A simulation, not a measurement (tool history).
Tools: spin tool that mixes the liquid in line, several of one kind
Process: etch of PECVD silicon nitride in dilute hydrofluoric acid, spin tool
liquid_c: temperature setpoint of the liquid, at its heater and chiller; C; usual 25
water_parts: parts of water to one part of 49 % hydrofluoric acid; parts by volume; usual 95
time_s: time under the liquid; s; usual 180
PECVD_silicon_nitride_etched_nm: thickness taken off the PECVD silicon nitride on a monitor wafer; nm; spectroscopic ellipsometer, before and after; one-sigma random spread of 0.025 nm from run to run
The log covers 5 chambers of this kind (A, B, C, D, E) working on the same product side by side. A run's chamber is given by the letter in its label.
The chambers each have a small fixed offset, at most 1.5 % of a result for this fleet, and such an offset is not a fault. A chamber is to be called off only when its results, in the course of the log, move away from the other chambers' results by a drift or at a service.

run   hour  liquid_c  water_parts  time_s  read-back film thickness of the PECVD silicon nitride reference wafer, read on the same gauge (nm)  PECVD_silicon_nitride_etched_nm
 1C   11.5        25           95     180                                                                                              89.994                           3.4423
 2B   17.8        25           95     180                                                                                              90.009                           3.4315
 3A   30.9        25           95     180                                                                                              90.033                           3.5049
 4E   41.4        25           95     180                                                                                              89.972                           3.4304
 5D   54.8        25           95     180                                                                                              89.975                           3.4991
 6A     62        25           95     180                                                                                              90.005                           3.4559
 7D   75.2        25           95     180                                                                                               89.98                           3.4893
 8B   86.4        25           95     180                                                                                              90.006                           3.4425
 9E   93.3        25           95     180                                                                                              90.012                           3.3992
10C  101.5        25           95     180                                                                                              89.998                           3.4615
11A  112.3        25           95     180                                                                                              90.007                           3.4539
12D    123        25           95     180                                                                                              90.018                           3.4587
13E  135.1        25           95     180                                                                                              90.011                           3.4434
14B  147.6        25           95     180                                                                                              90.035                           3.4736
15C  153.8        25           95     180                                                                                              89.977                           3.4483
16B  161.3        25           95     180                                                                                              89.974                           3.4216
17A  173.6        25           95     180                                                                                              90.018                           3.5281
18D  185.5        25           95     180                                                                                              89.996                           3.4685
19C  198.7        25           95     180                                                                                              89.993                           3.4172
20E  210.4        25           95     180                                                                                              90.002                           3.4124
21A    222        25           95     180                                                                                              89.993                           3.5714
22C  235.1        25           65     180                                                                                              90.005                           5.0601
     240.2  -- chamber D: thermometer replaced
23B  248.7        25           65     180                                                                                              89.999                           5.0337
24E  258.6        25           65     180                                                                                              89.995                           4.8872
25D  269.3        25           65     180                                                                                              90.005                           5.0571
       276  -- chamber B: thermometer replaced
     277.2  -- chamber B: hydrofluoric acid flow meter replaced
26B  280.5        25           65     180                                                                                              90.008                           5.0214
     283.3  -- chamber A: hydrofluoric acid flow meter replaced
27A  293.2        25          135      85                                                                                              89.981                           1.2294
28D  302.6        25          135      85                                                                                              90.003                           1.1549
29E  310.9        25          135      85                                                                                              89.978                           1.1436
30C  322.5        25          135      85                                                                                              89.979                           1.1683
31B  335.3        25          135      85                                                                                              89.999                           1.1423
32A    344        25           95     180                                                                                              89.994                           3.7562
33C  351.9        25           95     180                                                                                              89.999                           3.4653
34D  364.2        25           95     180                                                                                               89.99                           3.4891
35E  371.4        25           95     180                                                                                               90.01                           3.4278
36A  383.3        25           95     180                                                                                              89.998                           3.7621
37D  396.5        25           95     180                                                                                              90.013                           3.4775
38B  405.7        25           95     180                                                                                              89.981                           3.4326

Does one chamber stand apart from the rest, does the shared gauge drift, or is all well apart from small per-chamber offsets? Give the chamber and the most likely cause, where there is one.

Chamber A drifts away from the others.
Cause: liquid hotter than its thermometer reads (K) = 1.37.

Which of the 4 candidates below, each the usual settings with something changed and its results left as question marks, puts chamber A back in line with what the other chambers give on the usual settings?
Allowed miss from the other chambers' usual-settings mean, per result, to count as in line: PECVD_silicon_nitride_etched_nm 0.087 nm
39A-1  415.5      24.5           95     170                                                                                                                                    ?
39A-2  415.5        25           95     170                                                                                                                                    ?
39A-3  415.5      25.5           95     190                                                                                                                                    ?
39A-4  415.5        25           90     180                                                                                                                                    ?

What the other chambers average on the usual settings: PECVD_silicon_nitride_etched_nm 3.4496 nm
  run  PECVD_silicon_nitride_etched_nm
39A-1                           3.4643
39A-2                           3.5762
39A-3                           4.1283
39A-4                           3.9939
The answer is 39A-1, which returns the chamber to within the allowed miss of the others.

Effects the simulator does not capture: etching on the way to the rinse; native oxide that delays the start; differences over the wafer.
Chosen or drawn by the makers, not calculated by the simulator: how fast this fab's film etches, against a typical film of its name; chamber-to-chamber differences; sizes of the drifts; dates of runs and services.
